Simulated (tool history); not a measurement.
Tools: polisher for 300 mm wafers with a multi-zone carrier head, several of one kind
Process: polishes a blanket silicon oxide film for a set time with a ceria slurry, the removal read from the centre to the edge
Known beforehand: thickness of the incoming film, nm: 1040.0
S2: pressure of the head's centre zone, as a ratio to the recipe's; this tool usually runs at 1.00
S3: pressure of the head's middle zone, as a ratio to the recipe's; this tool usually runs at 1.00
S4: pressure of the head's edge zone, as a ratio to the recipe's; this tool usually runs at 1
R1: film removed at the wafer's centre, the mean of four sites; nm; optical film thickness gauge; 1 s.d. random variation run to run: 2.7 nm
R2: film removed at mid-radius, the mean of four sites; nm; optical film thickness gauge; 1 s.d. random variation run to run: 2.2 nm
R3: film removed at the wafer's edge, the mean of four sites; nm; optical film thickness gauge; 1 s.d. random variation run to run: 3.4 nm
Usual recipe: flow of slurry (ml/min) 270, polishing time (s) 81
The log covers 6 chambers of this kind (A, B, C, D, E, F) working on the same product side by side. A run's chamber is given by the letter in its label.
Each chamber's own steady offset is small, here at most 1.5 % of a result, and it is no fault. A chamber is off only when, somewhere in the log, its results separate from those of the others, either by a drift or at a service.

run 1C hour=3.9 | flow_of_slurry_(ml/min)=270 S2=1.00 S3=1.00 S4=1 polishing_time_(s)=81 | R1=255.82 R2=250.47 R3=252.98
-- hour=6.3 chamber A: slurry nozzle cleaned
run 2B hour=9.0 | flow_of_slurry_(ml/min)=270 S2=1.00 S3=1.00 S4=1 polishing_time_(s)=81 | R1=253.52 R2=255.65 R3=248.84
-- hour=11.3 chamber C: worn pad replaced by a new one
run 3F hour=14.7 | flow_of_slurry_(ml/min)=270 S2=1.00 S3=1.00 S4=1 polishing_time_(s)=81 | R1=256.62 R2=254.34 R3=250.51
run 4D hour=19.6 | flow_of_slurry_(ml/min)=270 S2=1.00 S3=1.00 S4=1 polishing_time_(s)=81 | R1=258.64 R2=261.01 R3=247.88
run 5E hour=26.9 | flow_of_slurry_(ml/min)=270 S2=1.00 S3=1.00 S4=1 polishing_time_(s)=81 | R1=254.42 R2=251.97 R3=257.06
run 6A hour=31.6 | flow_of_slurry_(ml/min)=195 S2=1.00 S3=1.00 S4=1 polishing_time_(s)=81 | R1=240.87 R2=239.68 R3=243.31
-- hour=36.5 chamber E: worn pad replaced by a new one
run 7B hour=38.5 | flow_of_slurry_(ml/min)=195 S2=1.00 S3=1.00 S4=1 polishing_time_(s)=81 | R1=240.97 R2=237.98 R3=242.87
run 8F hour=43.1 | flow_of_slurry_(ml/min)=195 S2=1.00 S3=1.00 S4=1 polishing_time_(s)=81 | R1=244.88 R2=246.96 R3=247.41
run 9D hour=47.8 | flow_of_slurry_(ml/min)=195 S2=1.00 S3=1.00 S4=1 polishing_time_(s)=81 | R1=241.26 R2=245.26 R3=238.21
run 10A hour=52.5 | flow_of_slurry_(ml/min)=195 S2=1.00 S3=1.00 S4=1 polishing_time_(s)=81 | R1=240.61 R2=242.05 R3=242.52
run 11C hour=57.4 | flow_of_slurry_(ml/min)=195 S2=1.00 S3=1.00 S4=1 polishing_time_(s)=81 | R1=243.61 R2=240.12 R3=246.27
run 12E hour=62.4 | flow_of_slurry_(ml/min)=270 S2=1.00 S3=1.00 S4=1 polishing_time_(s)=81 | R1=253.64 R2=255.84 R3=258.22
-- hour=65.1 chamber B: worn pad replaced by a new one
run 13E hour=68.2 | flow_of_slurry_(ml/min)=270 S2=1.00 S3=1.00 S4=1 polishing_time_(s)=81 | R1=249.41 R2=254.73 R3=253.82
-- hour=71.9 chamber C: worn pad replaced by a new one
run 14A hour=75.9 | flow_of_slurry_(ml/min)=270 S2=1.00 S3=1.00 S4=1 polishing_time_(s)=81 | R1=248.81 R2=252.23 R3=248.02
-- hour=79.4 chamber A: worn pad replaced by a new one
run 15D hour=79.5 | flow_of_slurry_(ml/min)=270 S2=1.00 S3=1.00 S4=1 polishing_time_(s)=81 | R1=247.67 R2=249.54 R3=252.70
-- hour=80.4 chamber F: worn pad replaced by a new one
run 16C hour=83.8 | flow_of_slurry_(ml/min)=270 S2=1.00 S3=1.00 S4=1 polishing_time_(s)=81 | R1=251.68 R2=255.08 R3=254.58
run 17F hour=91.4 | flow_of_slurry_(ml/min)=270 S2=1.00 S3=1.00 S4=1 polishing_time_(s)=81 | R1=258.31 R2=251.96 R3=256.85
run 18B hour=98.5 | flow_of_slurry_(ml/min)=270 S2=1.00 S3=0.96 S4=1 polishing_time_(s)=81 | R1=257.60 R2=243.66 R3=251.64
run 19E hour=106.2 | flow_of_slurry_(ml/min)=270 S2=1.00 S3=0.96 S4=1 polishing_time_(s)=81 | R1=257.60 R2=243.07 R3=251.82
run 20D hour=112.2 | flow_of_slurry_(ml/min)=270 S2=1.00 S3=0.96 S4=1 polishing_time_(s)=81 | R1=243.60 R2=240.99 R3=245.39
run 21F hour=118.1 | flow_of_slurry_(ml/min)=270 S2=1.00 S3=0.96 S4=1 polishing_time_(s)=81 | R1=255.91 R2=243.77 R3=257.72
run 22C hour=124.2 | flow_of_slurry_(ml/min)=270 S2=1.00 S3=0.96 S4=1 polishing_time_(s)=81 | R1=257.26 R2=240.94 R3=251.15
run 23B hour=128.5 | flow_of_slurry_(ml/min)=270 S2=1.00 S3=0.96 S4=1 polishing_time_(s)=81 | R1=250.83 R2=240.45 R3=243.35
run 24A hour=135.2 | flow_of_slurry_(ml/min)=270 S2=1.00 S3=1.00 S4=1 polishing_time_(s)=81 | R1=251.38 R2=255.00 R3=247.69
-- hour=135.8 chamber B: slurry nozzle cleaned
run 25A hour=138.7 | flow_of_slurry_(ml/min)=270 S2=1.00 S3=1.00 S4=1 polishing_time_(s)=81 | R1=248.48 R2=248.74 R3=249.04
-- hour=139.5 chamber A: centre zone pressure recalibrated
-- hour=140.9 chamber C: worn pad replaced by a new one
run 26F hour=145.6 | flow_of_slurry_(ml/min)=270 S2=1.00 S3=1.00 S4=1 polishing_time_(s)=81 | R1=257.28 R2=250.20 R3=254.88
run 27E hour=152.0 | flow_of_slurry_(ml/min)=270 S2=1.00 S3=1.00 S4=1 polishing_time_(s)=81 | R1=249.99 R2=250.71 R3=257.99
run 28C hour=157.5 | flow_of_slurry_(ml/min)=270 S2=1.00 S3=1.00 S4=1 polishing_time_(s)=81 | R1=253.38 R2=251.44 R3=259.17
run 29B hour=161.6 | flow_of_slurry_(ml/min)=270 S2=1.07 S3=1.00 S4=1 polishing_time_(s)=81 | R1=273.70 R2=252.18 R3=254.82
run 30D hour=165.0 | flow_of_slurry_(ml/min)=270 S2=1.07 S3=1.00 S4=1 polishing_time_(s)=81 | R1=261.96 R2=241.58 R3=243.35
-- hour=169.7 chamber B: worn pad replaced by a new one
run 31A hour=172.3 | flow_of_slurry_(ml/min)=270 S2=1.07 S3=1.00 S4=1 polishing_time_(s)=81 | R1=270.16 R2=252.28 R3=247.45
run 32E hour=176.3 | flow_of_slurry_(ml/min)=270 S2=1.07 S3=1.00 S4=1 polishing_time_(s)=81 | R1=277.93 R2=254.28 R3=260.25
-- hour=180.7 chamber E: worn pad replaced by a new one
run 33C hour=180.7 | flow_of_slurry_(ml/min)=270 S2=1.07 S3=1.00 S4=1 polishing_time_(s)=81 | R1=273.38 R2=251.59 R3=255.13
-- hour=183.3 chamber F: worn pad replaced by a new one
run 34F hour=184.6 | flow_of_slurry_(ml/min)=270 S2=1.07 S3=1.00 S4=1 polishing_time_(s)=81 | R1=278.98 R2=254.73 R3=251.70
run 35B hour=189.3 | flow_of_slurry_(ml/min)=270 S2=1.00 S3=1.00 S4=1 polishing_time_(s)=81 | R1=255.30 R2=253.35 R3=259.40
-- hour=192.8 chamber A: worn pad replaced by a new one
run 36D hour=194.2 | flow_of_slurry_(ml/min)=270 S2=1.00 S3=1.00 S4=1 polishing_time_(s)=81 | R1=233.87 R2=236.26 R3=237.84
run 37A hour=202.0 | flow_of_slurry_(ml/min)=270 S2=1.00 S3=1.00 S4=1 polishing_time_(s)=81 | R1=253.47 R2=256.73 R3=252.62
run 38F hour=207.5 | flow_of_slurry_(ml/min)=270 S2=1.00 S3=1.00 S4=1 polishing_time_(s)=81 | R1=260.22 R2=255.10 R3=262.97
run 39E hour=214.0 | flow_of_slurry_(ml/min)=270 S2=1.00 S3=1.00 S4=1 polishing_time_(s)=81 | R1=253.09 R2=251.83 R3=259.43
run 40D hour=220.5 | flow_of_slurry_(ml/min)=270 S2=1.00 S3=1.00 S4=1 polishing_time_(s)=81 | R1=233.22 R2=234.85 R3=230.31

All 6 chambers run these settings next. Forecast each chamber's results:
run 41A hour=226.2 | flow_of_slurry_(ml/min)=270 S2=1.00 S3=1.00 S4=1 polishing_time_(s)=81 | R1=? R2=? R3=?
run 41B hour=226.2 | flow_of_slurry_(ml/min)=270 S2=1.00 S3=1.00 S4=1 polishing_time_(s)=81 | R1=? R2=? R3=?
run 41C hour=226.2 | flow_of_slurry_(ml/min)=270 S2=1.00 S3=1.00 S4=1 polishing_time_(s)=81 | R1=? R2=? R3=?
run 41D hour=226.2 | flow_of_slurry_(ml/min)=270 S2=1.00 S3=1.00 S4=1 polishing_time_(s)=81 | R1=? R2=? R3=?
run 41E hour=226.2 | flow_of_slurry_(ml/min)=270 S2=1.00 S3=1.00 S4=1 polishing_time_(s)=81 | R1=? R2=? R3=?
run 41F hour=226.2 | flow_of_slurry_(ml/min)=270 S2=1.00 S3=1.00 S4=1 polishing_time_(s)=81 | R1=? R2=? R3=?

run=41A R1=250.25 R2=251.67 R3=247.19
run=41B R1=256.98 R2=255.77 R3=251.58
run=41C R1=253.57 R2=251.43 R3=255.11
run=41D R1=231.84 R2=231.92 R3=234.07
run=41E R1=257.33 R2=252.06 R3=259.64
run=41F R1=254.65 R2=252.11 R3=260.67

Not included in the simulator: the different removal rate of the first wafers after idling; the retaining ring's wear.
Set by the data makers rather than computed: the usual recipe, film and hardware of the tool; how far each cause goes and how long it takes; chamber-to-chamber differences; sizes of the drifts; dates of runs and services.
